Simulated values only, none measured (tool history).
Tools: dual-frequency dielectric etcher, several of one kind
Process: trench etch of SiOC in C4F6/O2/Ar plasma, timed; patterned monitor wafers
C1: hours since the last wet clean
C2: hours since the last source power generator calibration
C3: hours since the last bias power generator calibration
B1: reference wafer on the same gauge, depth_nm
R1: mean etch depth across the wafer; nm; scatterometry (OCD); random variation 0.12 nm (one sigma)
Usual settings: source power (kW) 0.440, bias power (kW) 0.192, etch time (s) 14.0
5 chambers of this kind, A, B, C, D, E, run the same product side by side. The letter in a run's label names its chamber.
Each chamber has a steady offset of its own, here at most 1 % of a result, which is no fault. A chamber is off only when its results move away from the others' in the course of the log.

At hour 4.7: chamber A: wet clean of the chamber.
At hour 8.0: chamber B: wet clean of the chamber.
Run 1C, hour 9.1: usual settings; C1 73.5; C2 2445.0; C3 2501.9; B1 25.200. Result: R1 30.855 nm.
Run 2A, hour 20.5: usual settings; C1 15.8; C2 3450.4; C3 1406.0; B1 25.198. Result: R1 30.778 nm.
Run 3D, hour 25.8: usual settings; C1 154.4; C2 2863.4; C3 2714.1; B1 25.208. Result: R1 30.592 nm.
Run 4E, hour 35.8: usual settings; C1 133.1; C2 1445.1; C3 1932.3; B1 25.209. Result: R1 30.953 nm.
Run 5B, hour 45.0: usual settings; C1 37.0; C2 47.8; C3 513.1; B1 25.221. Result: R1 30.852 nm.
Run 6C, hour 51.7: usual settings; C1 116.1; C2 2487.6; C3 2544.5; B1 25.217. Result: R1 30.964 nm.
Run 7B, hour 63.0: usual settings; C1 55.0; C2 65.8; C3 531.1; B1 25.192. Result: R1 30.795 nm.
Run 8E, hour 70.6: usual settings; C1 167.9; C2 1479.9; C3 1967.1; B1 25.170. Result: R1 30.639 nm.
Run 9D, hour 78.2: usual settings; C1 206.8; C2 2915.8; C3 2766.5; B1 25.194. Result: R1 30.678 nm.
Run 10A, hour 83.4: usual settings; C1 78.7; C2 3513.3; C3 1468.9; B1 25.189. Result: R1 30.718 nm.
Run 11C, hour 94.8: usual settings; C1 159.2; C2 2530.7; C3 2587.6; B1 25.202. Result: R1 31.003 nm.
Run 12B, hour 102.2: usual settings but bias power (kW) 0.219, etch time (s) 17.5; C1 94.2; C2 105.0; C3 570.3; B1 25.186. Result: R1 40.080 nm.
Run 13D, hour 113.2: usual settings but bias power (kW) 0.219, etch time (s) 17.5; C1 241.8; C2 2950.8; C3 2801.5; B1 25.184. Result: R1 40.047 nm.
Run 14E, hour 122.7: usual settings but bias power (kW) 0.219, etch time (s) 17.5; C1 220.0; C2 1532.0; C3 2019.2; B1 25.212. Result: R1 40.415 nm.
Run 15A, hour 132.4: usual settings but bias power (kW) 0.219, etch time (s) 17.5; C1 127.7; C2 3562.3; C3 1517.9; B1 25.189. Result: R1 40.262 nm.
Run 16C, hour 141.2: usual settings but bias power (kW) 0.219, etch time (s) 17.5; C1 205.6; C2 2577.1; C3 2634.0; B1 25.210. Result: R1 40.088 nm.
Run 17D, hour 149.6: usual settings; C1 278.2; C2 2987.2; C3 2837.9; B1 25.214. Result: R1 30.815 nm.
Run 18A, hour 155.3: usual settings; C1 150.6; C2 3585.2; C3 1540.8; B1 25.181. Result: R1 31.074 nm.
Run 19B, hour 162.5: usual settings; C1 154.5; C2 165.3; C3 630.6; B1 25.216. Result: R1 30.647 nm.
Run 20E, hour 171.2: usual settings but source power (kW) 0.500, bias power (kW) 0.226; C1 268.5; C2 1580.5; C3 2067.7; B1 25.180. Result: R1 34.145 nm.
Run 21D, hour 180.0: usual settings but source power (kW) 0.500, bias power (kW) 0.226; C1 308.6; C2 3017.6; C3 2868.3; B1 25.182. Result: R1 34.628 nm.
Run 22E, hour 190.1: usual settings but source power (kW) 0.500, bias power (kW) 0.226; C1 287.4; C2 1599.4; C3 2086.6; B1 25.204. Result: R1 34.286 nm.
Run 23A, hour 197.6: usual settings but source power (kW) 0.500, bias power (kW) 0.226; C1 192.9; C2 3627.5; C3 1583.1; B1 25.209. Result: R1 34.343 nm.
Run 24B, hour 203.9: usual settings but source power (kW) 0.500, bias power (kW) 0.226; C1 195.9; C2 206.7; C3 672.0; B1 25.182. Result: R1 33.959 nm.
Run 25C, hour 212.2: usual settings; C1 276.6; C2 2648.1; C3 2705.0; B1 25.196. Result: R1 31.120 nm.
Run 26A, hour 217.7: usual settings; C1 213.0; C2 3647.6; C3 1603.2; B1 25.202. Result: R1 31.055 nm.
Run 27E, hour 224.9: usual settings; C1 322.2; C2 1634.2; C3 2121.4; B1 25.203. Result: R1 30.946 nm.
Run 28C, hour 236.1: usual settings; C1 300.5; C2 2672.0; C3 2728.9; B1 25.215. Result: R1 31.057 nm.
Run 29D, hour 246.5: usual settings; C1 375.1; C2 3084.1; C3 2934.8; B1 25.182. Result: R1 31.295 nm.
At hour 250.1: chamber D: bias power generator calibrated.
Run 30B, hour 252.7: usual settings but source power (kW) 0.390, etch time (s) 12.5; C1 244.7; C2 255.5; C3 720.8; B1 25.184. Result: R1 26.107 nm.
Run 31E, hour 258.4: usual settings but source power (kW) 0.390, etch time (s) 12.5; C1 355.7; C2 1667.7; C3 2154.9; B1 25.205. Result: R1 26.323 nm.
Run 32A, hour 265.2: usual settings but source power (kW) 0.390, etch time (s) 12.5; C1 260.5; C2 3695.1; C3 1650.7; B1 25.222. Result: R1 26.188 nm.
Run 33D, hour 270.4: usual settings but source power (kW) 0.390, etch time (s) 12.5; C1 399.0; C2 3108.0; C3 20.3; B1 25.197. Result: R1 26.863 nm.
Run 34B, hour 276.2: usual settings but source power (kW) 0.390, etch time (s) 12.5; C1 268.2; C2 279.0; C3 744.3; B1 25.196. Result: R1 25.993 nm.
Run 35C, hour 282.2: usual settings; C1 346.6; C2 2718.1; C3 2775.0; B1 25.207. Result: R1 30.699 nm.
Run 36D, hour 288.9: usual settings; C1 417.5; C2 3126.5; C3 38.8; B1 25.201. Result: R1 31.806 nm.
Run 37C, hour 298.4: usual settings; C1 362.8; C2 2734.3; C3 2791.2; B1 25.199. Result: R1 30.981 nm.
Run 38E, hour 304.7: usual settings; C1 402.0; C2 1714.0; C3 2201.2; B1 25.210. Result: R1 30.933 nm.
Run 39A, hour 311.1: usual settings; C1 306.4; C2 3741.0; C3 1696.6; B1 25.180. Result: R1 30.908 nm.
Run 40B, hour 318.4: usual settings; C1 310.4; C2 321.2; C3 786.5; B1 25.199. Result: R1 30.627 nm.
Run 41B, hour 327.6: usual settings; C1 319.6; C2 330.4; C3 795.7; B1 25.190. Result: R1 30.488 nm.

What goes on in this fleet: one chamber off, a drifting gauge, or nothing beyond the chambers' own small offsets? Name the chamber and the cause, if any.

Chamber D drifts away from the others.
Cause: etch rate over this chamber's usual, % = 4.56.

Here are 4 candidates for chamber D's next run, each the usual settings with a change, their results left as question marks. Which one brings its results back in line with what the others give on the usual settings?
In line means no further than this from the other chambers' mean on the usual settings: R1 0.420 nm
Run 42D-1, hour 335.8: usual settings but bias power (kW) 0.194, etch time (s) 14.5. Result: R1 ?.
Run 42D-2, hour 335.8: usual settings but source power (kW) 0.430, bias power (kW) 0.188. Result: R1 ?.
Run 42D-3, hour 335.8: usual settings but bias power (kW) 0.190, etch time (s) 13.5. Result: R1 ?.
Run 42D-4, hour 335.8: usual settings but bias power (kW) 0.201. Result: R1 ?.

The other chambers' mean on the usual settings: R1 30.859 nm
  run      R1
42D-1  33.321
42D-2  31.573
42D-3  30.820
42D-4  32.535
42D-3 brings the chamber back in line.
